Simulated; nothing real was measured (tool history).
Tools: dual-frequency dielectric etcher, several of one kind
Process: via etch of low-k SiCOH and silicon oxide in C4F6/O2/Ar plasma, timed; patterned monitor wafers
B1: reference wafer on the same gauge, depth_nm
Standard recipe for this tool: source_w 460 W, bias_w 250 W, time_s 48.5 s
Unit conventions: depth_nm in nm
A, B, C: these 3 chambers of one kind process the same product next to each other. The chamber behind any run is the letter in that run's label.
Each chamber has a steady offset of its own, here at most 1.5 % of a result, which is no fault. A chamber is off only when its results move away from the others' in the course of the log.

Run 1A, hour 2.5: usual settings; B1 159.01. Result: depth_nm 159.10 nm.
Run 2C, hour 5.9: usual settings; B1 159.02. Result: depth_nm 161.34 nm.
Run 3B, hour 8.9: usual settings; B1 159.07. Result: depth_nm 158.21 nm.
Run 4C, hour 12.2: usual settings; B1 159.08. Result: depth_nm 160.95 nm.
Run 5B, hour 15.8: usual settings; B1 159.07. Result: depth_nm 158.39 nm.
Run 6A, hour 18.8: usual settings; B1 159.17. Result: depth_nm 159.37 nm.
Run 7A, hour 22.8: usual settings; B1 159.20. Result: depth_nm 159.70 nm.
Run 8C, hour 26.2: usual settings; B1 159.25. Result: depth_nm 161.66 nm.
Run 9B, hour 30.0: usual settings; B1 159.17. Result: depth_nm 158.26 nm.
Run 10C, hour 34.4: usual settings; B1 159.29. Result: depth_nm 161.58 nm.
Run 11B, hour 37.1: usual settings; B1 159.23. Result: depth_nm 158.43 nm.
Run 12A, hour 39.8: usual settings; B1 159.34. Result: depth_nm 159.60 nm.
Run 13B, hour 44.6: usual settings; B1 159.41. Result: depth_nm 158.84 nm.
Run 14C, hour 48.3: usual settings; B1 159.36. Result: depth_nm 161.36 nm.
Run 15A, hour 51.5: usual settings; B1 159.43. Result: depth_nm 159.61 nm.
Run 16C, hour 54.1: usual settings; B1 159.45. Result: depth_nm 162.20 nm.
Run 17A, hour 59.1: usual settings but source_w 530 W, bias_w 204 W; B1 159.48. Result: depth_nm 157.88 nm.
Run 18B, hour 63.2: usual settings but source_w 530 W, bias_w 204 W; B1 159.51. Result: depth_nm 156.23 nm.
Run 19B, hour 67.5: usual settings but source_w 530 W, bias_w 204 W; B1 159.57. Result: depth_nm 156.79 nm.
Run 20A, hour 70.8: usual settings; B1 159.60. Result: depth_nm 159.67 nm.
Run 21C, hour 74.4: usual settings; B1 159.65. Result: depth_nm 161.68 nm.
Run 22A, hour 78.1: usual settings; B1 159.62. Result: depth_nm 160.19 nm.
Run 23B, hour 81.4: usual settings; B1 159.62. Result: depth_nm 158.90 nm.
Run 24C, hour 84.1: usual settings; B1 159.67. Result: depth_nm 162.03 nm.
Run 25A, hour 86.6: usual settings; B1 159.78. Result: depth_nm 159.79 nm.
Run 26B, hour 89.8: usual settings; B1 159.66. Result: depth_nm 158.77 nm.
Run 27C, hour 92.1: usual settings but source_w 500 W; B1 159.78. Result: depth_nm 167.45 nm.
Run 28A, hour 94.5: usual settings but source_w 500 W; B1 159.72. Result: depth_nm 165.40 nm.
Run 29C, hour 97.2: usual settings but source_w 500 W; B1 159.79. Result: depth_nm 167.50 nm.
Run 30B, hour 101.0: usual settings; B1 159.83. Result: depth_nm 159.06 nm.
Run 31C, hour 105.5: usual settings; B1 159.90. Result: depth_nm 162.49 nm.
Run 32A, hour 110.3: usual settings; B1 159.91. Result: depth_nm 160.52 nm.
Run 33B, hour 115.3: usual settings; B1 159.96. Result: depth_nm 159.46 nm.
Run 34B, hour 118.3: usual settings; B1 159.95. Result: depth_nm 158.98 nm.
Run 35A, hour 122.3: usual settings; B1 160.01. Result: depth_nm 160.19 nm.
Run 36C, hour 125.3: usual settings; B1 159.99. Result: depth_nm 161.78 nm.
Run 37B, hour 128.0: usual settings but bias_w 216 W, time_s 37.0 s; B1 160.09. Result: depth_nm 115.52 nm.

Decide between three cases: one chamber stands off from its peers, the gauge reading all wafers drifts, or nothing is wrong past each chamber's small offset. Where a chamber is off, say which and what most likely put it there.

The gauge drifts, so all chambers seem to drift together. No chamber is off.
Cause: gauge reads high (%) = 0.669.
